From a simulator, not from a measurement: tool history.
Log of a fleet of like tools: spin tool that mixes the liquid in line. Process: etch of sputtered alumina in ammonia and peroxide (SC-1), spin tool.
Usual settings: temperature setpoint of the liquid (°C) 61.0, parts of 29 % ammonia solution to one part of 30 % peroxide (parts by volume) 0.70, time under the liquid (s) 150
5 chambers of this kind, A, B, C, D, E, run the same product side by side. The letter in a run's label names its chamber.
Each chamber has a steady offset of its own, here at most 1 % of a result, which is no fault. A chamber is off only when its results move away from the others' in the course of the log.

run,hour,temperature setpoint of the liquid (°C),parts of 29 % ammonia solution to one part of 30 % peroxide (parts by volume),time under the liquid (s),"read-back film thickness of the sputtered alumina reference wafer, read on the same gauge (nm)",thickness taken off the sputtered alumina on a monitor wafer (nm)
# hour 6.0: chamber D: ammonia flow meter replaced
1C,11.1,61.0,0.70,150,100.020,16.0980
2B,24.0,61.0,0.70,150,100.020,16.0390
3D,31.5,61.0,0.70,150,99.966,15.8410
4E,42.0,61.0,0.70,150,100.020,16.0550
5A,49.8,61.0,0.70,150,99.971,16.0620
6A,60.2,61.0,0.70,150,100.000,15.9330
7B,66.6,61.0,0.70,150,99.965,16.1150
8E,80.3,61.0,0.70,150,100.000,15.9910
9C,89.3,61.0,0.70,150,99.981,15.9340
10D,100.0,61.0,0.70,150,100.020,16.1350
11D,111.7,61.0,0.70,150,99.987,15.9540
# hour 112.6: chamber C: ammonia flow meter replaced
12B,119.0,61.0,0.70,150,100.010,15.8600
# hour 128.9: chamber E: new drum of ammonia solution connected
13A,129.9,61.0,0.70,150,100.030,15.9770
14E,143.1,61.0,0.70,150,100.010,16.0220
15C,154.1,61.0,0.70,150,99.941,15.9300
16B,167.6,61.0,0.70,75,100.020,8.0826
# hour 177.1: chamber A: new drum of ammonia solution connected
17A,177.9,61.0,0.70,75,99.996,8.1200
18E,191.8,61.0,0.70,75,100.010,8.0090
19D,202.0,61.0,0.70,75,99.952,7.9676
20C,215.2,61.0,0.70,75,100.020,7.9110
21C,227.3,61.0,0.70,150,100.000,15.8350
# hour 237.9: chamber A: heated supply line repaired
22B,241.4,61.0,0.55,180,100.020,18.5090
23E,252.7,61.0,0.55,180,100.030,18.8610
# hour 252.8: chamber B: ammonia flow meter replaced
24D,258.9,61.0,0.55,180,100.040,18.9810
25A,265.3,61.0,0.55,180,100.050,18.7250
26D,278.9,61.0,0.55,180,99.978,18.9740
# hour 284.6: chamber C: new drum of ammonia solution connected
27B,290.0,61.0,0.70,150,100.030,15.8740
28C,297.0,61.0,0.70,150,100.020,15.8610
29A,304.0,61.0,0.70,150,100.040,16.2180
30E,310.3,61.0,0.70,150,100.020,16.0650
31D,318.6,61.0,0.70,150,99.959,16.0470
32A,325.6,61.0,0.70,150,100.020,16.2960
# hour 334.3: chamber A: thermometer replaced
33E,334.6,61.0,0.70,150,100.030,15.9910
34C,345.7,61.0,0.70,150,100.010,15.7960
35B,352.3,61.0,0.70,150,100.010,15.6110
36C,358.5,61.0,0.50,75,100.010,7.7630
37B,368.7,61.0,0.50,75,99.987,7.5596
38A,380.1,61.0,0.50,75,100.040,7.8712
# hour 386.6: chamber D: new drum of ammonia solution connected
39E,387.2,61.0,0.50,75,100.010,7.7680
40D,398.1,61.0,0.50,75,99.994,7.8404
41E,411.3,61.0,0.70,150,99.981,16.0600
42B,424.1,64.5,0.70,180,100.020,21.9960
43C,435.2,64.5,0.70,180,99.979,22.9260

What goes on in this fleet: one chamber off, a drifting gauge, or nothing beyond the chambers' own small offsets? Name the chamber and the cause, if any.

Chamber B drifts away from the others.
Cause: temperature lost on the way to the wafer (K) = 1.01.
The log may not tell that from: liquid colder than its thermometer reads (K).

Here are 4 candidates for chamber B's next run, each the usual settings with a change, their results left as question marks. Which one brings its results back in line with what the others give on the usual settings?
In line means no further than this from the other chambers' mean on the usual settings: thickness taken off the sputtered alumina on a monitor wafer (nm) 0.4400
44B-1,445.3,60.5,0.70,145,,?
44B-2,445.3,61.0,0.70,165,,?
44B-3,445.3,60.5,0.70,140,,?
44B-4,445.3,61.5,0.70,155,,?

The other chambers' mean on the usual settings: thickness taken off the sputtered alumina on a monitor wafer (nm) 16.0520
run,thickness taken off the sputtered alumina on a monitor wafer (nm)
44B-1,14.4840
44B-2,16.9030
44B-3,13.9850
44B-4,16.2910
44B-4 brings the chamber back in line.

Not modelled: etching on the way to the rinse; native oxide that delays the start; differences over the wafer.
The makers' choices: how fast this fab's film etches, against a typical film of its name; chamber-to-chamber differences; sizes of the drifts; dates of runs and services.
